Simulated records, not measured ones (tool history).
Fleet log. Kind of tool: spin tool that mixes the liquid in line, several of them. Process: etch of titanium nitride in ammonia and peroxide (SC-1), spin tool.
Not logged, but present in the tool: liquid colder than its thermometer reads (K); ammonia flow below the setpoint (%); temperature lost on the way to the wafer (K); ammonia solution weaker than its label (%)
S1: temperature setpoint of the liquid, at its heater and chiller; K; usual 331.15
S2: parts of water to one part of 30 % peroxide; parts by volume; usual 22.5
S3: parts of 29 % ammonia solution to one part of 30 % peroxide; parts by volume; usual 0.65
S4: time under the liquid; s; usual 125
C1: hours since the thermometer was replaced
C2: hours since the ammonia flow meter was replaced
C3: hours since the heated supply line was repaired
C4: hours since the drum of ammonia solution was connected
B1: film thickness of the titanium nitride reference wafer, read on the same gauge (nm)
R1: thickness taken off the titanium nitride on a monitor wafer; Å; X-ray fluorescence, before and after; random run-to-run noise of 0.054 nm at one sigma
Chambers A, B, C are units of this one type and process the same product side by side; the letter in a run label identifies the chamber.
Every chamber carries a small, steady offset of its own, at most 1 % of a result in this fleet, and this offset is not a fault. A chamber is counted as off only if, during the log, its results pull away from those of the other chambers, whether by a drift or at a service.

run     day      S1    S2    S3   S4      C1      C2      C3      C4      B1       R1
 1A   0.446  331.15  22.5  0.65  125   587.8   902.5  1544.3   260.9  109.98   64.927
 2C   0.812  331.15  22.5  0.65  125   937.7   227.5   121.7   196.3  110.02   63.840
 3B   1.192  331.15  22.5  0.65  125    64.0  1948.2  1575.0  1193.2  109.97   64.079
 4C   1.700  331.15  22.5  0.65  125   959.0   248.8   143.0   217.6  109.98   64.318
 5B   2.079  331.15  22.5  0.65  125    85.3  1969.5  1596.3  1214.5  110.03   64.138
 6A   2.621  331.15  22.5  0.50  125   640.0   954.7  1596.5   313.1  110.00   60.221
      2.896  -- chamber A: new drum of ammonia solution connected
 7C   3.129  331.15  22.5  0.50  125   993.3   283.1   177.3   251.9  110.02   61.736
 8A   3.425  331.15  22.5  0.50  125   659.3   974.0  1615.8    12.8  110.06   58.714
 9B   3.854  331.15  22.5  0.65  125   127.9  2012.1  1638.9  1257.1  110.02   64.397
10C   4.262  336.15  12.5  0.65  125  1020.5   310.3   204.5   279.1  110.01  123.810
11A   4.667  336.15  12.5  0.65  125   689.1  1003.8  1645.6    42.6  109.99  119.410
12B   5.050  336.15  12.5  0.65  125   156.6  2040.8  1667.6  1285.8  110.01  122.580
13A   5.362  331.15  22.5  0.65  125   705.8  1020.5  1662.3    59.3  109.97   61.308
14C   5.775  331.15  22.5  0.65  125  1056.8   346.6   240.8   315.4  110.02   64.717
      5.988  -- chamber B: new drum of ammonia solution connected
15B   6.058  331.15  22.5  0.65  125   180.8  2065.0  1691.8     1.7  110.00   63.709
16A   6.400  331.15  22.5  0.65  125   730.7  1045.4  1687.2    84.2  110.02   61.305
17C   6.683  331.15  22.5  0.65  125  1078.6   368.4   262.6   337.2  110.02   64.105
18B   7.092  331.15  22.5  0.65  125   205.6  2089.8  1716.6    26.5  110.02   63.914
19C   7.525  331.15  22.5  0.65  125  1098.8   388.6   282.8   357.4  110.01   64.448
20B   7.867  331.15  22.5  0.65  125   224.2  2108.4  1735.2    45.1  109.97   63.349
21A   8.117  331.15  22.5  0.65  125   771.9  1086.6  1728.4   125.4  109.99   60.257
22A   8.629  331.15  22.5  0.65  125   784.2  1098.9  1740.7   137.7  109.98   58.744
23B   8.950  331.15  22.5  0.65  125   250.2  2134.4  1761.2    71.1  109.99   63.253
24C   9.392  331.15  22.5  0.65  125  1143.6   433.4   327.6   402.2  110.01   64.706
25C   9.850  331.15  22.5  0.65  125  1154.6   444.4   338.6   413.2  110.01   64.699
26A  10.238  331.15  22.5  0.65  125   822.8  1137.5  1779.3   176.3  110.03   58.571

Next, every chamber runs the same settings. What will each give?
27A  10.638  331.15  22.5  0.65  125                       ?
27B  10.638  331.15  22.5  0.65  125                       ?
27C  10.638  331.15  22.5  0.65  125                       ?

run      R1
27A  57.776
27B  64.019
27C  64.664
